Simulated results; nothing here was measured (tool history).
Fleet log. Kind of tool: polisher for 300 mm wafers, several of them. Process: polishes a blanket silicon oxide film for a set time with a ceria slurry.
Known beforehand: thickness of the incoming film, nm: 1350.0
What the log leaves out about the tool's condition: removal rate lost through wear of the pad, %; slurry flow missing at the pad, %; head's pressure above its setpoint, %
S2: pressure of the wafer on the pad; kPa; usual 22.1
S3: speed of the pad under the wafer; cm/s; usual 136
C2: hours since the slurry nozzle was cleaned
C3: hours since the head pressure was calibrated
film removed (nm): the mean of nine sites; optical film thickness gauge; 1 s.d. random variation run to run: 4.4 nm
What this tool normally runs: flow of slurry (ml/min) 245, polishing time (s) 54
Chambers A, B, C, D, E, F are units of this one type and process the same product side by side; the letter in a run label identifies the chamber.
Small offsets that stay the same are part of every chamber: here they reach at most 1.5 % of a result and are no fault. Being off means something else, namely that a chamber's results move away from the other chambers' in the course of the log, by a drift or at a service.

{"run": "1B", "hour": 5.5, "flow of slurry (ml/min)": 245, "S2": 22.1, "S3": 136, "polishing time (s)": 54, "wafers polished on this pad": 371, "C2": 64.6, "C3": 726.3, "film removed (nm)": 357.64}
{"run": "2C", "hour": 13.2, "flow of slurry (ml/min)": 245, "S2": 22.1, "S3": 136, "polishing time (s)": 54, "wafers polished on this pad": 1450, "C2": 92.7, "C3": 91.3, "film removed (nm)": 355.64}
{"hour": 17.6, "done": "chamber E: worn pad replaced by a new one"}
{"hour": 18.4, "done": "chamber D: worn pad replaced by a new one"}
{"run": "3F", "hour": 18.4, "flow of slurry (ml/min)": 245, "S2": 22.1, "S3": 136, "polishing time (s)": 54, "wafers polished on this pad": 530, "C2": 106.5, "C3": 102.7, "film removed (nm)": 356.42}
{"hour": 23.8, "done": "chamber C: worn pad replaced by a new one"}
{"run": "4A", "hour": 23.8, "flow of slurry (ml/min)": 245, "S2": 22.1, "S3": 136, "polishing time (s)": 54, "wafers polished on this pad": 722, "C2": 191.0, "C3": 860.6, "film removed (nm)": 354.13}
{"run": "5D", "hour": 30.7, "flow of slurry (ml/min)": 245, "S2": 22.1, "S3": 136, "polishing time (s)": 54, "wafers polished on this pad": 166, "C2": 154.4, "C3": 502.9, "film removed (nm)": 352.56}
{"hour": 37.6, "done": "chamber B: worn pad replaced by a new one"}
{"run": "6E", "hour": 39.1, "flow of slurry (ml/min)": 245, "S2": 22.1, "S3": 136, "polishing time (s)": 54, "wafers polished on this pad": 290, "C2": 206.8, "C3": 370.0, "film removed (nm)": 350.27}
{"run": "7A", "hour": 46.4, "flow of slurry (ml/min)": 245, "S2": 22.1, "S3": 136, "polishing time (s)": 54, "wafers polished on this pad": 1026, "C2": 213.6, "C3": 883.2, "film removed (nm)": 351.55}
{"hour": 50.0, "done": "chamber A: worn pad replaced by a new one"}
{"hour": 51.7, "done": "chamber E: head pressure recalibrated"}
{"run": "8D", "hour": 54.6, "flow of slurry (ml/min)": 245, "S2": 22.1, "S3": 136, "polishing time (s)": 54, "wafers polished on this pad": 488, "C2": 178.3, "C3": 526.8, "film removed (nm)": 359.66}
{"hour": 57.8, "done": "chamber F: worn pad replaced by a new one"}
{"run": "9C", "hour": 61.3, "flow of slurry (ml/min)": 245, "S2": 22.1, "S3": 136, "polishing time (s)": 54, "wafers polished on this pad": 505, "C2": 140.8, "C3": 139.4, "film removed (nm)": 361.23}
{"run": "10F", "hour": 67.9, "flow of slurry (ml/min)": 245, "S2": 27.6, "S3": 100, "polishing time (s)": 54, "wafers polished on this pad": 136, "C2": 156.0, "C3": 152.2, "film removed (nm)": 325.65}
{"hour": 69.7, "done": "chamber E: worn pad replaced by a new one"}
{"run": "11B", "hour": 72.2, "flow of slurry (ml/min)": 245, "S2": 27.6, "S3": 100, "polishing time (s)": 54, "wafers polished on this pad": 466, "C2": 131.3, "C3": 793.0, "film removed (nm)": 332.52}
{"run": "12E", "hour": 76.0, "flow of slurry (ml/min)": 245, "S2": 27.6, "S3": 100, "polishing time (s)": 54, "wafers polished on this pad": 85, "C2": 243.7, "C3": 24.4, "film removed (nm)": 325.23}
{"run": "13B", "hour": 81.4, "flow of slurry (ml/min)": 245, "S2": 27.6, "S3": 100, "polishing time (s)": 54, "wafers polished on this pad": 590, "C2": 140.5, "C3": 802.2, "film removed (nm)": 328.76}
{"run": "14A", "hour": 87.2, "flow of slurry (ml/min)": 245, "S2": 27.6, "S3": 100, "polishing time (s)": 54, "wafers polished on this pad": 501, "C2": 254.4, "C3": 924.0, "film removed (nm)": 339.63}
{"hour": 88.9, "done": "chamber D: worn pad replaced by a new one"}
{"hour": 93.5, "done": "chamber B: worn pad replaced by a new one"}
{"run": "15F", "hour": 95.1, "flow of slurry (ml/min)": 245, "S2": 27.6, "S3": 100, "polishing time (s)": 54, "wafers polished on this pad": 502, "C2": 183.2, "C3": 179.4, "film removed (nm)": 331.09}
{"run": "16D", "hour": 101.6, "flow of slurry (ml/min)": 245, "S2": 22.1, "S3": 154, "polishing time (s)": 54, "wafers polished on this pad": 171, "C2": 225.3, "C3": 573.8, "film removed (nm)": 403.11}
{"run": "17E", "hour": 107.9, "flow of slurry (ml/min)": 245, "S2": 22.1, "S3": 154, "polishing time (s)": 54, "wafers polished on this pad": 514, "C2": 275.6, "C3": 56.3, "film removed (nm)": 400.09}
{"run": "18C", "hour": 113.4, "flow of slurry (ml/min)": 245, "S2": 22.1, "S3": 154, "polishing time (s)": 54, "wafers polished on this pad": 1206, "C2": 192.9, "C3": 191.5, "film removed (nm)": 395.6}
{"run": "19F", "hour": 117.8, "flow of slurry (ml/min)": 245, "S2": 22.1, "S3": 154, "polishing time (s)": 54, "wafers polished on this pad": 808, "C2": 205.9, "C3": 202.1, "film removed (nm)": 407.69}
{"hour": 120.2, "done": "chamber C: worn pad replaced by a new one"}
{"run": "20D", "hour": 122.6, "flow of slurry (ml/min)": 245, "S2": 22.1, "S3": 154, "polishing time (s)": 54, "wafers polished on this pad": 453, "C2": 246.3, "C3": 594.8, "film removed (nm)": 401.89}
{"hour": 128.9, "done": "chamber E: worn pad replaced by a new one"}
{"run": "21B", "hour": 130.2, "flow of slurry (ml/min)": 245, "S2": 22.1, "S3": 154, "polishing time (s)": 54, "wafers polished on this pad": 494, "C2": 189.3, "C3": 851.0, "film removed (nm)": 402.58}
{"hour": 130.9, "done": "chamber B: head pressure recalibrated"}
{"hour": 136.4, "done": "chamber A: worn pad replaced by a new one"}
{"run": "22A", "hour": 137.4, "flow of slurry (ml/min)": 245, "S2": 25.5, "S3": 136, "polishing time (s)": 46, "wafers polished on this pad": 13, "C2": 304.6, "C3": 974.2, "film removed (nm)": 366.48}
{"run": "23C", "hour": 145.4, "flow of slurry (ml/min)": 245, "S2": 25.5, "S3": 136, "polishing time (s)": 46, "wafers polished on this pad": 339, "C2": 224.9, "C3": 223.5, "film removed (nm)": 348.95}
{"hour": 149.9, "done": "chamber A: slurry nozzle cleaned"}
{"hour": 151.7, "done": "chamber F: worn pad replaced by a new one"}
{"run": "24E", "hour": 153.5, "flow of slurry (ml/min)": 245, "S2": 25.5, "S3": 136, "polishing time (s)": 46, "wafers polished on this pad": 331, "C2": 321.2, "C3": 101.9, "film removed (nm)": 342.5}
{"hour": 153.6, "done": "chamber B: worn pad replaced by a new one"}
{"run": "25F", "hour": 160.3, "flow of slurry (ml/min)": 245, "S2": 25.5, "S3": 136, "polishing time (s)": 46, "wafers polished on this pad": 117, "C2": 248.4, "C3": 244.6, "film removed (nm)": 357.69}
{"run": "26A", "hour": 167.3, "flow of slurry (ml/min)": 245, "S2": 25.5, "S3": 136, "polishing time (s)": 46, "wafers polished on this pad": 416, "C2": 17.5, "C3": 1004.1, "film removed (nm)": 381.19}
{"hour": 175.4, "done": "chamber D: worn pad replaced by a new one"}
{"run": "27D", "hour": 175.5, "flow of slurry (ml/min)": 245, "S2": 25.5, "S3": 136, "polishing time (s)": 46, "wafers polished on this pad": 1, "C2": 299.2, "C3": 647.7, "film removed (nm)": 352.99}
{"run": "28E", "hour": 181.8, "flow of slurry (ml/min)": 245, "S2": 22.1, "S3": 136, "polishing time (s)": 54, "wafers polished on this pad": 711, "C2": 349.5, "C3": 130.2, "film removed (nm)": 348.09}
{"hour": 185.7, "done": "chamber E: worn pad replaced by a new one"}
{"run": "29B", "hour": 187.7, "flow of slurry (ml/min)": 245, "S2": 22.1, "S3": 136, "polishing time (s)": 54, "wafers polished on this pad": 460, "C2": 246.8, "C3": 56.8, "film removed (nm)": 362.65}
{"run": "30C", "hour": 196.2, "flow of slurry (ml/min)": 245, "S2": 22.1, "S3": 136, "polishing time (s)": 54, "wafers polished on this pad": 1023, "C2": 275.7, "C3": 274.3, "film removed (nm)": 364.48}
{"run": "31B", "hour": 203.8, "flow of slurry (ml/min)": 245, "S2": 22.1, "S3": 136, "polishing time (s)": 54, "wafers polished on this pad": 676, "C2": 262.9, "C3": 72.9, "film removed (nm)": 351.18}
{"run": "32E", "hour": 210.0, "flow of slurry (ml/min)": 245, "S2": 22.1, "S3": 136, "polishing time (s)": 54, "wafers polished on this pad": 327, "C2": 377.7, "C3": 158.4, "film removed (nm)": 343.2}
{"hour": 212.4, "done": "chamber A: worn pad replaced by a new one"}
{"run": "33A", "hour": 217.3, "flow of slurry (ml/min)": 245, "S2": 22.1, "S3": 136, "polishing time (s)": 54, "wafers polished on this pad": 66, "C2": 67.5, "C3": 1054.1, "film removed (nm)": 392.9}
{"hour": 224.3, "done": "chamber C: worn pad replaced by a new one"}
{"run": "34C", "hour": 224.5, "flow of slurry (ml/min)": 245, "S2": 22.1, "S3": 136, "polishing time (s)": 54, "wafers polished on this pad": 3, "C2": 304.0, "C3": 302.6, "film removed (nm)": 356.83}
{"run": "35F", "hour": 231.3, "flow of slurry (ml/min)": 245, "S2": 22.1, "S3": 136, "polishing time (s)": 54, "wafers polished on this pad": 1072, "C2": 319.4, "C3": 315.6, "film removed (nm)": 353.78}
{"run": "36D", "hour": 237.2, "flow of slurry (ml/min)": 290, "S2": 22.1, "S3": 120, "polishing time (s)": 54, "wafers polished on this pad": 832, "C2": 360.9, "C3": 709.4, "film removed (nm)": 322.73}

All chambers now run identical settings, listed one chamber a line with results as question marks. What results will each chamber show?
{"run": "37A", "hour": 243.4, "flow of slurry (ml/min)": 245, "S2": 22.1, "S3": 136, "polishing time (s)": 54, "film removed (nm)": "?"}
{"run": "37B", "hour": 243.4, "flow of slurry (ml/min)": 245, "S2": 22.1, "S3": 136, "polishing time (s)": 54, "film removed (nm)": "?"}
{"run": "37C", "hour": 243.4, "flow of slurry (ml/min)": 245, "S2": 22.1, "S3": 136, "polishing time (s)": 54, "film removed (nm)": "?"}
{"run": "37D", "hour": 243.4, "flow of slurry (ml/min)": 245, "S2": 22.1, "S3": 136, "polishing time (s)": 54, "film removed (nm)": "?"}
{"run": "37E", "hour": 243.4, "flow of slurry (ml/min)": 245, "S2": 22.1, "S3": 136, "polishing time (s)": 54, "film removed (nm)": "?"}
{"run": "37F", "hour": 243.4, "flow of slurry (ml/min)": 245, "S2": 22.1, "S3": 136, "polishing time (s)": 54, "film removed (nm)": "?"}

run=37A film_removed_(nm)=389.29
run=37B film_removed_(nm)=359.82
run=37C film_removed_(nm)=350.43
run=37D film_removed_(nm)=351.68
run=37E film_removed_(nm)=345.98
run=37F film_removed_(nm)=361.52
